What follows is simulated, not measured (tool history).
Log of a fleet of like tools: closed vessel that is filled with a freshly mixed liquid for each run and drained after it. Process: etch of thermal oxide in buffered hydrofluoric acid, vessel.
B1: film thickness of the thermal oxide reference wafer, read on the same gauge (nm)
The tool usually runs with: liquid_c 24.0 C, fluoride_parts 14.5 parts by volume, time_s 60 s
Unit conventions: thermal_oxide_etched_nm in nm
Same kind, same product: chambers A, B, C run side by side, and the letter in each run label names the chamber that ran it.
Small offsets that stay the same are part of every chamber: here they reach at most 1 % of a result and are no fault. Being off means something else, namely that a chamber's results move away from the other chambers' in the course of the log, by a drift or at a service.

{"run": "1C", "day": 0.238, "liquid_c": 24.0, "fluoride_parts": 14.5, "time_s": 60, "B1": 90.027, "thermal_oxide_etched_nm": 49.337}
{"run": "2A", "day": 0.412, "liquid_c": 24.0, "fluoride_parts": 14.5, "time_s": 60, "B1": 89.983, "thermal_oxide_etched_nm": 49.567}
{"run": "3B", "day": 0.662, "liquid_c": 24.0, "fluoride_parts": 14.5, "time_s": 60, "B1": 89.922, "thermal_oxide_etched_nm": 50.131}
{"run": "4B", "day": 0.896, "liquid_c": 24.0, "fluoride_parts": 14.5, "time_s": 60, "B1": 90.006, "thermal_oxide_etched_nm": 49.9}
{"run": "5C", "day": 1.133, "liquid_c": 24.0, "fluoride_parts": 14.5, "time_s": 60, "B1": 89.986, "thermal_oxide_etched_nm": 49.468}
{"run": "6A", "day": 1.408, "liquid_c": 24.0, "fluoride_parts": 14.5, "time_s": 60, "B1": 89.966, "thermal_oxide_etched_nm": 49.43}
{"run": "7C", "day": 1.638, "liquid_c": 24.0, "fluoride_parts": 14.5, "time_s": 60, "B1": 90.047, "thermal_oxide_etched_nm": 48.658}
{"run": "8B", "day": 1.9, "liquid_c": 24.0, "fluoride_parts": 14.5, "time_s": 60, "B1": 90.017, "thermal_oxide_etched_nm": 50.635}
{"run": "9A", "day": 2.233, "liquid_c": 24.0, "fluoride_parts": 20.0, "time_s": 75, "B1": 90.028, "thermal_oxide_etched_nm": 45.384}
{"run": "10A", "day": 2.425, "liquid_c": 24.0, "fluoride_parts": 20.0, "time_s": 75, "B1": 89.97, "thermal_oxide_etched_nm": 45.219}
{"day": 2.592, "done": "chamber C: thermometer replaced"}
{"run": "11B", "day": 2.6, "liquid_c": 24.0, "fluoride_parts": 20.0, "time_s": 75, "B1": 90.003, "thermal_oxide_etched_nm": 46.733}
{"run": "12C", "day": 2.904, "liquid_c": 24.0, "fluoride_parts": 14.5, "time_s": 60, "B1": 90.027, "thermal_oxide_etched_nm": 49.173}
{"run": "13B", "day": 3.25, "liquid_c": 24.0, "fluoride_parts": 14.5, "time_s": 60, "B1": 89.977, "thermal_oxide_etched_nm": 52.051}
{"run": "14A", "day": 3.417, "liquid_c": 24.0, "fluoride_parts": 14.5, "time_s": 60, "B1": 90.038, "thermal_oxide_etched_nm": 49.24}
{"run": "15C", "day": 3.733, "liquid_c": 24.0, "fluoride_parts": 14.5, "time_s": 60, "B1": 90.007, "thermal_oxide_etched_nm": 49.631}
{"run": "16C", "day": 4.092, "liquid_c": 24.0, "fluoride_parts": 14.5, "time_s": 60, "B1": 90.012, "thermal_oxide_etched_nm": 49.198}
{"run": "17A", "day": 4.288, "liquid_c": 24.0, "fluoride_parts": 14.5, "time_s": 60, "B1": 90.011, "thermal_oxide_etched_nm": 49.203}
{"run": "18B", "day": 4.567, "liquid_c": 24.0, "fluoride_parts": 14.5, "time_s": 60, "B1": 89.989, "thermal_oxide_etched_nm": 52.369}
{"run": "19B", "day": 4.75, "liquid_c": 24.0, "fluoride_parts": 14.5, "time_s": 60, "B1": 90.018, "thermal_oxide_etched_nm": 52.448}
{"run": "20C", "day": 4.979, "liquid_c": 20.0, "fluoride_parts": 14.5, "time_s": 60, "B1": 90.001, "thermal_oxide_etched_nm": 39.42}
{"run": "21A", "day": 5.312, "liquid_c": 20.0, "fluoride_parts": 14.5, "time_s": 60, "B1": 90.005, "thermal_oxide_etched_nm": 39.238}
{"run": "22C", "day": 5.512, "liquid_c": 20.0, "fluoride_parts": 14.5, "time_s": 60, "B1": 90.061, "thermal_oxide_etched_nm": 39.571}
{"run": "23B", "day": 5.767, "liquid_c": 25.5, "fluoride_parts": 14.5, "time_s": 60, "B1": 89.946, "thermal_oxide_etched_nm": 57.301}
{"run": "24A", "day": 6.067, "liquid_c": 25.5, "fluoride_parts": 14.5, "time_s": 60, "B1": 90.008, "thermal_oxide_etched_nm": 53.208}
{"run": "25A", "day": 6.275, "liquid_c": 25.5, "fluoride_parts": 14.5, "time_s": 60, "B1": 90.0, "thermal_oxide_etched_nm": 52.91}
{"run": "26C", "day": 6.546, "liquid_c": 24.0, "fluoride_parts": 14.5, "time_s": 60, "B1": 90.027, "thermal_oxide_etched_nm": 49.596}
{"run": "27B", "day": 6.879, "liquid_c": 24.0, "fluoride_parts": 14.5, "time_s": 60, "B1": 89.967, "thermal_oxide_etched_nm": 53.003}
{"run": "28A", "day": 7.1, "liquid_c": 24.0, "fluoride_parts": 14.5, "time_s": 60, "B1": 89.95, "thermal_oxide_etched_nm": 49.771}

All 3 chambers run these settings next. Forecast each chamber's results:
{"run": "29A", "day": 7.358, "liquid_c": 24.0, "fluoride_parts": 14.5, "time_s": 60, "thermal_oxide_etched_nm": "?"}
{"run": "29B", "day": 7.358, "liquid_c": 24.0, "fluoride_parts": 14.5, "time_s": 60, "thermal_oxide_etched_nm": "?"}
{"run": "29C", "day": 7.358, "liquid_c": 24.0, "fluoride_parts": 14.5, "time_s": 60, "thermal_oxide_etched_nm": "?"}

run=29A thermal_oxide_etched_nm=48.902
run=29B thermal_oxide_etched_nm=54.794
run=29C thermal_oxide_etched_nm=49.041

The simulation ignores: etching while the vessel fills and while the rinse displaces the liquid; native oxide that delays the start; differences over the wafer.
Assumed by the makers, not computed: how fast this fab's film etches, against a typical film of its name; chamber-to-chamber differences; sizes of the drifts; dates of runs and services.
